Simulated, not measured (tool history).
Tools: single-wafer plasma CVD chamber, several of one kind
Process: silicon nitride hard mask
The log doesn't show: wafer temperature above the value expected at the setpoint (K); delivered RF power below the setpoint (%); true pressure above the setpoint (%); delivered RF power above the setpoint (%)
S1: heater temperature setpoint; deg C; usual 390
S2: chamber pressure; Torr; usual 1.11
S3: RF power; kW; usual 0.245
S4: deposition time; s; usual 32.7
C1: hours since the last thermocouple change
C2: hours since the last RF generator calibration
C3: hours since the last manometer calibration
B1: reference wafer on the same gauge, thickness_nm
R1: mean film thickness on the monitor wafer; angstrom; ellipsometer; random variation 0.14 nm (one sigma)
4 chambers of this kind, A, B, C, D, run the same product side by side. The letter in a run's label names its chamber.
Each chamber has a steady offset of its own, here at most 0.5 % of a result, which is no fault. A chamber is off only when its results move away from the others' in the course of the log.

run	hour	S1	S2	S3	S4	C1	C2	C3	B1	R1
1D	11.7	390	1.11	0.245	32.7	2224.8	798.3	912.9	27.926	295.12
2C	23.3	390	1.11	0.245	32.7	1424.4	1274.5	1548.6	27.903	291.92
3A	34.2	390	1.11	0.245	32.7	972.2	346.4	1889.2	27.898	295.61
# hour 39.8: chamber B: capacitance manometer re-zeroed and calibrated
4B	42.8	390	1.11	0.245	32.7	609.1	613.6	3	27.891	291.64
5B	52.7	390	1.11	0.245	32.7	619	623.5	12.9	27.917	293
6D	64.8	397	1.11	0.265	32.7	2277.9	851.4	966	27.895	313.57
7A	71.6	397	1.11	0.265	32.7	1009.6	383.8	1926.6	27.902	307.95
8C	79	397	1.11	0.265	32.7	1480.1	1330.2	1604.3	27.889	309.03
9D	89.4	397	1.11	0.265	32.7	2302.5	876	990.6	27.889	312.2
10C	95	390	1.11	0.245	32.7	1496.1	1346.2	1620.3	27.911	293.52
11A	103.2	390	1.11	0.245	32.7	1041.2	415.4	1958.2	27.886	293.61
12B	112	390	1.11	0.245	32.7	678.3	682.8	72.2	27.904	288.47
13A	119.8	390	1.11	0.245	32.7	1057.8	432	1974.8	27.881	292.85
14B	130.1	390	1.11	0.245	32.7	696.4	700.9	90.3	27.883	290.12
15D	137.1	390	1.11	0.245	32.7	2350.2	923.7	1038.3	27.869	296.26
16C	147.5	390	1.11	0.245	32.7	1548.6	1398.7	1672.8	27.888	295.51
# hour 149: chamber A: thermocouple changed; heater temperature recalibrated
17C	157.8	390	1.11	0.245	32.7	1558.9	1409	1683.1	27.854	293.26
18A	165.7	390	1.11	0.245	32.7	16.7	477.9	2020.7	27.896	292.64
19D	173.5	390	1.11	0.245	32.7	2386.6	960.1	1074.7	27.887	297.8
20B	185.9	390	1.11	0.245	32.7	752.2	756.7	146.1	27.901	287.04
21A	191.9	390	1.11	0.245	32.7	42.9	504.1	2046.9	27.915	291.91
22B	197.4	390	1.11	0.245	32.7	763.7	768.2	157.6	27.923	285.68
23C	207.1	390	1.11	0.245	32.7	1608.2	1458.3	1732.4	27.882	292.62
24D	219.6	390	1.11	0.245	32.7	2432.7	1006.2	1120.8	27.871	295.26
25B	226.6	390	1.11	0.245	32.7	792.9	797.4	186.8	27.896	285.19
26C	236.7	390	1.11	0.245	32.7	1637.8	1487.9	1762	27.905	294.35
27A	245.3	390	1.11	0.245	32.7	96.3	557.5	2100.3	27.921	291.48
28D	256.1	390	1.11	0.245	32.7	2469.2	1042.7	1157.3	27.904	297.82
29D	263.8	390	1.11	0.245	32.7	2476.9	1050.4	1165	27.921	293.33
30A	274.2	390	1.11	0.245	32.7	125.2	586.4	2129.2	27.907	291.33
31C	285.4	390	1.11	0.245	32.7	1686.5	1536.6	1810.7	27.896	291.34
32B	293.6	390	1.11	0.245	32.7	859.9	864.4	253.8	27.889	277.99

Next, every chamber runs the same settings. What will each give?
33A	302.6	390	0.96	0.245	32.7					?
33B	302.6	390	0.96	0.245	32.7					?
33C	302.6	390	0.96	0.245	32.7					?
33D	302.6	390	0.96	0.245	32.7					?

run	R1
33A	278.79
33B	266.2
33C	278.82
33D	280.29
